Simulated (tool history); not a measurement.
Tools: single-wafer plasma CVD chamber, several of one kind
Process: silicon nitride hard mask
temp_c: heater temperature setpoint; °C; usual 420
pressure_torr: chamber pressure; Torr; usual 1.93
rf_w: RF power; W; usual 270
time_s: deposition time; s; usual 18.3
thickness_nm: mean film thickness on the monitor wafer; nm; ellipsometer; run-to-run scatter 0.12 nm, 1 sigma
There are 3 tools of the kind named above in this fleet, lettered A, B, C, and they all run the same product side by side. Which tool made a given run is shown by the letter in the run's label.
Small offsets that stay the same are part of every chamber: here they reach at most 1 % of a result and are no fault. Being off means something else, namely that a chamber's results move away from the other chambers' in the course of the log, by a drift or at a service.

run   hour  temp_c  pressure_torr  rf_w  time_s  hours since the last thermocouple change  hours since the last RF generator calibration  hours since the last manometer calibration  read-back reference wafer on the same gauge, thickness_nm  thickness_nm
 1B    7.2     420           1.93   270    18.3                                       860                                          399.8                                      1872.3                                                     24.077        20.676
 2C   15.7     420           1.93   270    18.3                                     108.6                                          863.1                                        17.6                                                     24.092        20.715
 3A   24.7     420           1.93   270    18.3                                     295.6                                         2582.8                                       578.6                                                     24.111        20.518
 4B   30.2     420           1.93   270    18.3                                       883                                          422.8                                      1895.3                                                     24.086        20.686
 5C   38.6     425           1.93   270    18.3                                     131.5                                            886                                        40.5                                                     24.086        20.602
 6A   47.9     425           1.93   270    18.3                                     318.8                                           2606                                       601.8                                                     24.073        20.239
 7A   58.7     425           1.93   270    18.3                                     329.6                                         2616.8                                       612.6                                                     24.133        20.373
 8B   68.1     420           1.93   270    18.3                                     920.9                                          460.7                                      1933.2                                                      24.13        20.478
 9C   74.1     432           1.93   270    16.9                                       167                                          921.5                                          76                                                     24.122        18.888
10A   80.8     432           1.93   270    16.9                                     351.7                                         2638.9                                       634.7                                                     24.107        18.913
11C   87.9     432           1.93   270    16.9                                     180.8                                          935.3                                        89.8                                                     24.103        18.853
12B   96.7     420           1.93   270    18.3                                     949.5                                          489.3                                      1961.8                                                     24.129        20.491
13C  104.1     420           1.93   270    18.3                                       197                                          951.5                                         106                                                     24.105        20.576
14B  113.2     420           1.93   270    18.3                                       966                                          505.8                                      1978.3                                                     24.098        20.213
15A  120.9     420           1.93   270    18.3                                     391.8                                           2679                                       674.8                                                     24.103         20.31
16A  131.6     420           1.93   270    18.3                                     402.5                                         2689.7                                       685.5                                                     24.093        20.421
17C  142.7     420           1.93   270    18.3                                     235.6                                          990.1                                       144.6                                                     24.064        20.525
     147.3  -- chamber A: RF generator calibrated
18B  148.2     420           1.93   270    18.3                                      1001                                          540.8                                      2013.3                                                      24.11         19.71
19A  160.1     420           1.93   270    18.3                                       431                                           12.9                                         714                                                     24.125        20.295
20B    166     420           1.93   270    18.3                                    1018.8                                          558.6                                      2031.1                                                     24.104        19.989
21C  172.9     410           1.93   270    18.3                                     265.8                                         1020.3                                       174.8                                                     24.069        20.547
22B  180.4     410           1.93   270    18.3                                    1033.2                                            573                                      2045.5                                                     24.094        19.852
23C  192.1     410           1.93   270    18.3                                       285                                         1039.5                                         194                                                     24.096         20.48
24A  203.4     420           1.93   270    18.3                                     474.3                                           56.2                                       757.3                                                     24.105        20.398
25B    213     420           1.93   270    18.3                                    1065.8                                          605.6                                      2078.1                                                     24.097        19.476

Has any chamber moved away from the others, gradually or after a service, or does the common gauge drift, or do the chambers differ only by their own small steady offsets? State the chamber and the most likely cause if one applies.

It is chamber B that slowly wanders off from its peers.
Cause: delivered RF power below the setpoint (%) = 7.19.

Chamber B could run next with any of the 4 candidate recipes listed below; each alters the usual settings, and their results appear as question marks. Which one brings its results back in line with what the other chambers deliver on the usual settings?
A result is in line if it is within this distance of the other chambers' mean on the usual settings: thickness_nm 0.4 nm
26B-1  221.9     420            1.9   265    17.7                                                                                                                                                                                                             ?
26B-2  221.9     420           1.93   270    19.2                                                                                                                                                                                                             ?
26B-3  221.9     420           1.91   265    18.3                                                                                                                                                                                                             ?
26B-4  221.9     420           1.93   270    18.6                                                                                                                                                                                                             ?

On the usual settings, the other chambers give on average: thickness_nm 20.505 nm
  run  thickness_nm
26B-1        18.519
26B-2        20.443
26B-3        19.174
26B-4        19.806
26B-2 is the one that brings the chamber's results back in line with the other chambers.
